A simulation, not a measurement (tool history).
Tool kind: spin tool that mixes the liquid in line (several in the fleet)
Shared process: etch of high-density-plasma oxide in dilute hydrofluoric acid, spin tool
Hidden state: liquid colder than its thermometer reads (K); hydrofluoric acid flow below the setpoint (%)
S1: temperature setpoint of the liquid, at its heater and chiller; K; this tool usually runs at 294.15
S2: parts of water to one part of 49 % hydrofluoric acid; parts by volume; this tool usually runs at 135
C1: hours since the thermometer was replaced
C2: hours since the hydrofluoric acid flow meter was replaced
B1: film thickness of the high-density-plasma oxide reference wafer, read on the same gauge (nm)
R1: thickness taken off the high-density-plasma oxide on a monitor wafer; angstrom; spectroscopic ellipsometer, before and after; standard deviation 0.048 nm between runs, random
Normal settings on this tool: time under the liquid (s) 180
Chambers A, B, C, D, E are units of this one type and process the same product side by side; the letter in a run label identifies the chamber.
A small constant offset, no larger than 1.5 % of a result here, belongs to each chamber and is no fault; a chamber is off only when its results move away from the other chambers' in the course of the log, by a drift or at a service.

{"run": "1C", "hour": 7.8, "S1": 294.15, "S2": 135, "time under the liquid (s)": 180, "C1": 165.6, "C2": 926.7, "B1": 130.0, "R1": 57.186}
{"run": "2B", "hour": 17.1, "S1": 294.15, "S2": 135, "time under the liquid (s)": 180, "C1": 471.4, "C2": 1857.0, "B1": 129.99, "R1": 58.1}
{"hour": 19.7, "done": "chamber C: hydrofluoric acid flow meter replaced"}
{"run": "3D", "hour": 29.9, "S1": 294.15, "S2": 135, "time under the liquid (s)": 180, "C1": 531.4, "C2": 279.1, "B1": 130.0, "R1": 58.419}
{"run": "4E", "hour": 38.7, "S1": 294.15, "S2": 135, "time under the liquid (s)": 180, "C1": 1350.2, "C2": 460.5, "B1": 130.01, "R1": 57.441}
{"run": "5A", "hour": 49.2, "S1": 294.15, "S2": 135, "time under the liquid (s)": 180, "C1": 419.9, "C2": 690.0, "B1": 129.99, "R1": 58.758}
{"run": "6D", "hour": 58.7, "S1": 294.15, "S2": 135, "time under the liquid (s)": 180, "C1": 560.2, "C2": 307.9, "B1": 130.02, "R1": 58.031}
{"run": "7C", "hour": 66.2, "S1": 294.15, "S2": 135, "time under the liquid (s)": 180, "C1": 224.0, "C2": 46.6, "B1": 129.97, "R1": 57.925}
{"run": "8A", "hour": 79.1, "S1": 294.15, "S2": 135, "time under the liquid (s)": 180, "C1": 449.8, "C2": 719.9, "B1": 130.01, "R1": 58.835}
{"run": "9E", "hour": 94.2, "S1": 294.15, "S2": 135, "time under the liquid (s)": 180, "C1": 1405.7, "C2": 516.0, "B1": 129.99, "R1": 58.488}
{"run": "10B", "hour": 109.2, "S1": 294.15, "S2": 135, "time under the liquid (s)": 180, "C1": 563.5, "C2": 1949.1, "B1": 129.99, "R1": 58.602}
{"run": "11C", "hour": 117.0, "S1": 294.15, "S2": 135, "time under the liquid (s)": 180, "C1": 274.8, "C2": 97.4, "B1": 130.0, "R1": 58.264}
{"run": "12E", "hour": 131.6, "S1": 294.15, "S2": 135, "time under the liquid (s)": 180, "C1": 1443.1, "C2": 553.4, "B1": 130.01, "R1": 58.361}
{"run": "13B", "hour": 138.3, "S1": 294.15, "S2": 135, "time under the liquid (s)": 180, "C1": 592.6, "C2": 1978.2, "B1": 130.02, "R1": 56.705}
{"hour": 145.8, "done": "chamber B: thermometer replaced"}
{"run": "14A", "hour": 149.8, "S1": 294.15, "S2": 135, "time under the liquid (s)": 180, "C1": 520.5, "C2": 790.6, "B1": 129.97, "R1": 57.731}
{"run": "15D", "hour": 156.5, "S1": 294.15, "S2": 135, "time under the liquid (s)": 180, "C1": 658.0, "C2": 405.7, "B1": 130.02, "R1": 56.536}
{"run": "16B", "hour": 166.1, "S1": 294.15, "S2": 135, "time under the liquid (s)": 180, "C1": 20.3, "C2": 2006.0, "B1": 130.03, "R1": 58.242}
{"hour": 167.7, "done": "chamber B: hydrofluoric acid flow meter replaced"}
{"run": "17D", "hour": 174.6, "S1": 291.15, "S2": 135, "time under the liquid (s)": 180, "C1": 676.1, "C2": 423.8, "B1": 130.0, "R1": 50.235}
{"run": "18A", "hour": 189.6, "S1": 291.15, "S2": 135, "time under the liquid (s)": 180, "C1": 560.3, "C2": 830.4, "B1": 129.97, "R1": 52.177}
{"run": "19E", "hour": 203.1, "S1": 291.15, "S2": 135, "time under the liquid (s)": 180, "C1": 1514.6, "C2": 624.9, "B1": 129.99, "R1": 51.994}
{"run": "20C", "hour": 210.2, "S1": 291.15, "S2": 135, "time under the liquid (s)": 180, "C1": 368.0, "C2": 190.6, "B1": 130.0, "R1": 52.084}
{"run": "21D", "hour": 224.6, "S1": 291.15, "S2": 135, "time under the liquid (s)": 180, "C1": 726.1, "C2": 473.8, "B1": 129.99, "R1": 49.822}
{"run": "22E", "hour": 237.6, "S1": 294.15, "S2": 135, "time under the liquid (s)": 180, "C1": 1549.1, "C2": 659.4, "B1": 130.02, "R1": 58.656}
{"run": "23A", "hour": 249.5, "S1": 294.15, "S2": 135, "time under the liquid (s)": 180, "C1": 620.2, "C2": 890.3, "B1": 130.0, "R1": 58.025}
{"run": "24C", "hour": 258.5, "S1": 294.15, "S2": 135, "time under the liquid (s)": 180, "C1": 416.3, "C2": 238.9, "B1": 130.04, "R1": 57.356}
{"run": "25B", "hour": 268.9, "S1": 294.15, "S2": 135, "time under the liquid (s)": 180, "C1": 123.1, "C2": 101.3, "B1": 129.99, "R1": 59.531}
{"run": "26E", "hour": 278.3, "S1": 294.15, "S2": 135, "time under the liquid (s)": 180, "C1": 1589.8, "C2": 700.1, "B1": 130.04, "R1": 57.883}
{"run": "27C", "hour": 292.2, "S1": 294.15, "S2": 135, "time under the liquid (s)": 180, "C1": 450.0, "C2": 272.6, "B1": 129.99, "R1": 57.151}
{"run": "28B", "hour": 298.8, "S1": 294.15, "S2": 135, "time under the liquid (s)": 180, "C1": 153.0, "C2": 131.2, "B1": 129.99, "R1": 58.453}
{"run": "29A", "hour": 310.8, "S1": 294.15, "S2": 135, "time under the liquid (s)": 180, "C1": 681.5, "C2": 951.6, "B1": 130.03, "R1": 58.577}
{"run": "30D", "hour": 324.6, "S1": 298.65, "S2": 135, "time under the liquid (s)": 235, "C1": 826.1, "C2": 573.8, "B1": 130.0, "R1": 84.746}
{"run": "31B", "hour": 335.0, "S1": 298.65, "S2": 135, "time under the liquid (s)": 235, "C1": 189.2, "C2": 167.4, "B1": 129.99, "R1": 91.08}
{"run": "32E", "hour": 346.6, "S1": 298.65, "S2": 135, "time under the liquid (s)": 235, "C1": 1658.1, "C2": 768.4, "B1": 130.03, "R1": 89.339}
{"run": "33C", "hour": 361.1, "S1": 298.65, "S2": 135, "time under the liquid (s)": 235, "C1": 518.9, "C2": 341.5, "B1": 130.0, "R1": 89.534}
{"run": "34D", "hour": 370.1, "S1": 298.65, "S2": 135, "time under the liquid (s)": 235, "C1": 871.6, "C2": 619.3, "B1": 129.98, "R1": 84.075}
{"run": "35A", "hour": 380.0, "S1": 294.15, "S2": 135, "time under the liquid (s)": 180, "C1": 750.7, "C2": 1020.8, "B1": 130.0, "R1": 59.171}
{"run": "36B", "hour": 390.1, "S1": 294.15, "S2": 135, "time under the liquid (s)": 180, "C1": 244.3, "C2": 222.5, "B1": 130.0, "R1": 58.973}
{"run": "37E", "hour": 398.8, "S1": 294.15, "S2": 135, "time under the liquid (s)": 180, "C1": 1710.3, "C2": 820.6, "B1": 130.01, "R1": 58.893}
{"run": "38D", "hour": 409.7, "S1": 294.15, "S2": 135, "time under the liquid (s)": 180, "C1": 911.2, "C2": 658.9, "B1": 130.0, "R1": 53.671}
{"run": "39A", "hour": 424.1, "S1": 294.15, "S2": 135, "time under the liquid (s)": 180, "C1": 794.8, "C2": 1064.9, "B1": 130.01, "R1": 58.267}
{"run": "40C", "hour": 437.1, "S1": 294.15, "S2": 205, "time under the liquid (s)": 180, "C1": 594.9, "C2": 417.5, "B1": 130.02, "R1": 35.421}
{"run": "41C", "hour": 447.4, "S1": 294.15, "S2": 205, "time under the liquid (s)": 180, "C1": 605.2, "C2": 427.8, "B1": 130.0, "R1": 34.859}
{"run": "42A", "hour": 459.8, "S1": 294.15, "S2": 205, "time under the liquid (s)": 180, "C1": 830.5, "C2": 1100.6, "B1": 130.0, "R1": 36.325}
{"run": "43D", "hour": 466.9, "S1": 294.15, "S2": 205, "time under the liquid (s)": 180, "C1": 968.4, "C2": 716.1, "B1": 129.96, "R1": 31.812}
{"run": "44B", "hour": 476.7, "S1": 294.15, "S2": 205, "time under the liquid (s)": 180, "C1": 330.9, "C2": 309.1, "B1": 130.04, "R1": 35.29}

What goes on in this fleet: one chamber off, a drifting gauge, or nothing beyond the chambers' own small offsets? Name the chamber and the cause, if any.

It is chamber D that slowly wanders off from its peers.
Likeliest cause: hydrofluoric acid flow below the setpoint (%) = 8.76.
With only this log, it may be confused with: liquid colder than its thermometer reads (K).

Here are 4 candidates for chamber D's next run, each the usual settings with a change, their results left as question marks. Which one brings its results back in line with what the others give on the usual settings?
Counts as in line when no further than this from what the other chambers average on the usual settings: R1 1.700 angstrom
{"run": "45D-1", "hour": 487.4, "S1": 294.65, "S2": 125, "time under the liquid (s)": 180, "R1": "?"}
{"run": "45D-2", "hour": 487.4, "S1": 294.15, "S2": 140, "time under the liquid (s)": 180, "R1": "?"}
{"run": "45D-3", "hour": 487.4, "S1": 293.65, "S2": 145, "time under the liquid (s)": 180, "R1": "?"}
{"run": "45D-4", "hour": 487.4, "S1": 294.15, "S2": 135, "time under the liquid (s)": 190, "R1": "?"}

The other chambers' mean on the usual settings: R1 58.196 angstrom
run=45D-1 R1=57.761
run=45D-2 R1=49.685
run=45D-3 R1=46.770
run=45D-4 R1=54.706
With 45D-1, the chamber falls back in line with the rest.
